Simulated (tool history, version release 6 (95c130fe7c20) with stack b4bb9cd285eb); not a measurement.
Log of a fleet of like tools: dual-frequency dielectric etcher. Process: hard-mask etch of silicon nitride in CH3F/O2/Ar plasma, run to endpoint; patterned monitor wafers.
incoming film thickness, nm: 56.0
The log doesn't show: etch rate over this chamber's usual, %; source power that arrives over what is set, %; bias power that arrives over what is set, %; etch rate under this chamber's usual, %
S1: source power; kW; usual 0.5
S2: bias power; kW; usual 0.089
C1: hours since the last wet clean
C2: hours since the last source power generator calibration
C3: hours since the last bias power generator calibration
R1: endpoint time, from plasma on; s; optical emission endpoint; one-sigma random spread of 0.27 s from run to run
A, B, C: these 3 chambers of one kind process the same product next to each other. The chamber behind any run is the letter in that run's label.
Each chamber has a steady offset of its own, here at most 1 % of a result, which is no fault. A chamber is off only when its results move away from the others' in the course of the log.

run   hour    S1     S2     C1      C2      C3      R1
 1C    6.4   0.5  0.089  180.6  1620.9  4198.1  69.205
 2A   10.5   0.5  0.089  471.6  4819.7   377.8  69.518
 3B   19.5   0.5  0.089  273.8   208.2  1853.1  69.253
 4A   25.4   0.5  0.089  486.5  4834.6   392.7  68.937
 5C   31.4   0.5  0.089  205.6  1645.9  4223.1  69.002
 6B     39   0.5  0.089  293.3   227.7  1872.6  69.111
 7A   47.6   0.5  0.089  508.7  4856.8   414.9  68.845
 8B   53.7   0.5  0.089    308   242.4  1887.3  69.121
 9C   61.3  0.57  0.089  235.5  1675.8    4253  66.603
      66.4  -- chamber A: wet clean of the chamber
10A   66.6  0.57  0.089    0.3  4875.8   433.9  65.577
11B     73  0.57  0.089  327.3   261.7  1906.6  65.523
12C   79.1   0.5  0.089  253.3  1693.6  4270.8  69.332
13A   84.7   0.5  0.089   18.4  4893.9     452  69.301
14C   91.7   0.5  0.089  265.9  1706.2  4283.4  70.239
15B   98.3   0.5  0.089  352.6     287  1931.9  69.088
16B  102.8   0.5  0.089  357.1   291.5  1936.4  68.841
17C  111.6  0.54  0.104  285.8  1726.1  4303.3  64.358
18A  117.2  0.54  0.104   50.9  4926.4   484.5  63.414
19A  125.2  0.54  0.104   58.9  4934.4   492.5  63.488
20B  130.5   0.4  0.078  384.8   319.2  1964.1  77.919
21C  136.3   0.4  0.078  310.5  1750.8    4328  79.482
22B    143   0.4  0.078  397.3   331.7  1976.6  77.505
23C    147   0.5  0.089  321.2  1761.5  4338.7  69.667
24A    156   0.5  0.089   89.7  4965.2   523.3  69.238
25B  162.4   0.5  0.089  416.7   351.1    1996  67.301
26C  170.6   0.5  0.089  344.8  1785.1  4362.3  69.819
     171.3  -- chamber A: source power generator calibrated
27A  175.9   0.5  0.089  109.6     4.7   543.2  68.992
28A  180.8   0.5  0.089  114.5     9.6   548.1  68.594
29C  189.8   0.5  0.089    364  1804.3  4381.5  69.973
30B  194.3   0.5  0.089  448.6     383  2027.9  66.986
31A  200.9   0.5  0.089  134.6    29.7   568.2  69.287
     202.9  -- chamber C: bias power generator calibrated
     206.6  -- chamber C: wet clean of the chamber
32B  209.5   0.5  0.089  463.8   398.2  2043.1  66.706
33C  218.3   0.5  0.089   11.8  1832.8    15.4  69.267

Next, all 3 chambers run the settings below, one line each with question marks for the results. What does each chamber give?
34A  224.8  0.5  0.089               ?
34B  224.8  0.5  0.089               ?
34C  224.8  0.5  0.089               ?

run      R1
34A  69.079
34B  67.261
34C  69.674
